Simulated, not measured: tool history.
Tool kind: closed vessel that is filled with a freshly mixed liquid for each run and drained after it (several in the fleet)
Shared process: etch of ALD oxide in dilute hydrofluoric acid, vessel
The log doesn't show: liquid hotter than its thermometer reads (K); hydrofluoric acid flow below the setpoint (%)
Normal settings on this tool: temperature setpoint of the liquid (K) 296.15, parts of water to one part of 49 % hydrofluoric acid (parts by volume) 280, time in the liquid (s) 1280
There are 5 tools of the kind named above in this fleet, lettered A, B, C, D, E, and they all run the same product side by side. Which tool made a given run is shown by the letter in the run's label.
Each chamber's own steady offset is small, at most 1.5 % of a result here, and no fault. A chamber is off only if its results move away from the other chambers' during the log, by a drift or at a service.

run   hour  temperature setpoint of the liquid (K)  parts of water to one part of 49 % hydrofluoric acid (parts by volume)  time in the liquid (s)  hours since the thermometer was replaced  hours since the hydrofluoric acid flow meter was replaced  read-back film thickness of the ALD oxide reference wafer, read on the same gauge (nm)  thickness taken off the ALD oxide on a monitor wafer (angstrom)
 1D    9.1                                  296.15                                                                     280                    1280                                    1413.2                                                      633.5                                                                                  49.989                                                           577.44
 2C   16.1                                  296.15                                                                     280                    1280                                    2335.9                                                      660.4                                                                                  50.011                                                           562.21
 3A   24.7                                  296.15                                                                     280                    1280                                    1892.2                                                      151.3                                                                                  50.038                                                           569.46
 4B   37.3                                  296.15                                                                     280                    1280                                     293.8                                                     1153.1                                                                                  50.024                                                           571.44
 5E   46.5                                  296.15                                                                     280                    1280                                     231.5                                                      878.4                                                                                  49.989                                                           560.76
      46.8  -- chamber A: thermometer replaced
 6D   53.4                                  296.15                                                                     280                    1280                                    1457.5                                                      677.8                                                                                  50.008                                                           581.97
 7B   63.9                                  296.15                                                                     395                    1280                                     320.4                                                     1179.7                                                                                  49.999                                                           366.09
 8A   70.4                                  296.15                                                                     395                    1280                                      23.6                                                        197                                                                                   50.01                                                           363.41
 9E   84.8                                  296.15                                                                     395                    1280                                     269.8                                                      916.7                                                                                  50.017                                                           359.11
10C   97.2                                  296.15                                                                     395                    1280                                      2417                                                      741.5                                                                                  50.013                                                           354.49
11B  108.2                                  296.15                                                                     395                    1280                                     364.7                                                       1224                                                                                  49.985                                                            364.6
12D  121.2                                  296.15                                                                     280                    1280                                    1525.3                                                      745.6                                                                                  49.999                                                           573.76
13A  132.2                                  291.65                                                                     280                     730                                      85.4                                                      258.8                                                                                  49.995                                                           275.27
14C  138.9                                  291.65                                                                     280                     730                                    2458.7                                                      783.2                                                                                  50.016                                                           267.51
15E    152                                  291.65                                                                     280                     730                                       337                                                      983.9                                                                                  49.991                                                            268.9
16C  166.4                                  291.65                                                                     280                     730                                    2486.2                                                      810.7                                                                                  49.996                                                           264.65
17B  178.3                                  291.65                                                                     280                     730                                     434.8                                                     1294.1                                                                                  50.002                                                           278.35
18A    188                                  296.15                                                                     280                    1280                                     141.2                                                      314.6                                                                                  50.013                                                           564.27
19D  196.2                                  296.15                                                                     280                    1280                                    1600.3                                                      820.6                                                                                  50.003                                                            574.3
20E  205.2                                  292.15                                                                     280                     900                                     390.2                                                     1037.1                                                                                  50.018                                                           336.46
21A  212.9                                  292.15                                                                     280                     900                                     166.1                                                      339.5                                                                                  49.999                                                           341.21
22D  225.5                                  292.15                                                                     280                     900                                    1629.6                                                      849.9                                                                                  49.991                                                            348.7
23C  239.1                                  292.15                                                                     280                     900                                    2558.9                                                      883.4                                                                                   50.02                                                              330
24B  252.1                                  292.15                                                                     280                     900                                     508.6                                                     1367.9                                                                                  50.034                                                           347.26
25E  265.8                                  296.15                                                                     280                    2020                                     450.8                                                     1097.7                                                                                  50.021                                                           875.46
26D  279.2                                  296.15                                                                     280                    2020                                    1683.3                                                      903.6                                                                                   50.01                                                           891.82
     287.4  -- chamber C: thermometer replaced
27E  289.5                                  296.15                                                                     280                    2020                                     474.5                                                     1121.4                                                                                  50.004                                                           881.26
28A    299                                  296.15                                                                     280                    2020                                     252.2                                                      425.6                                                                                  50.018                                                           888.26
29C  308.9                                  296.15                                                                     280                    2020                                      21.5                                                      953.2                                                                                  49.982                                                           835.83
30B  322.7                                  296.15                                                                     280                    1280                                     579.2                                                     1438.5                                                                                  50.011                                                           575.03
31C  334.6                                  296.15                                                                     280                    1280                                      47.2                                                      978.9                                                                                  49.988                                                           526.54
32D  341.3                                  296.15                                                                     280                    1280                                    1745.4                                                      965.7                                                                                  50.012                                                           576.37
33E  348.7                                  296.15                                                                     280                    1280                                     533.7                                                     1180.6                                                                                  50.012                                                           560.42
34A  359.3                                  296.15                                                                     280                    1280                                     312.5                                                      485.9                                                                                  49.987                                                           560.58

Next, all 5 chambers run the settings below, one line each with question marks for the results. What does each chamber give?
35A   370                                  296.15                                                                     380                    1280                                                                                                                                                                                                                                                             ?
35B   370                                  296.15                                                                     380                    1280                                                                                                                                                                                                                                                             ?
35C   370                                  296.15                                                                     380                    1280                                                                                                                                                                                                                                                             ?
35D   370                                  296.15                                                                     380                    1280                                                                                                                                                                                                                                                             ?
35E   370                                  296.15                                                                     380                    1280                                                                                                                                                                                                                                                             ?

run  thickness taken off the ALD oxide on a monitor wafer (angstrom)
35A                                                           376.48
35B                                                           385.68
35C                                                           350.42
35D                                                           385.95
35E                                                           374.71

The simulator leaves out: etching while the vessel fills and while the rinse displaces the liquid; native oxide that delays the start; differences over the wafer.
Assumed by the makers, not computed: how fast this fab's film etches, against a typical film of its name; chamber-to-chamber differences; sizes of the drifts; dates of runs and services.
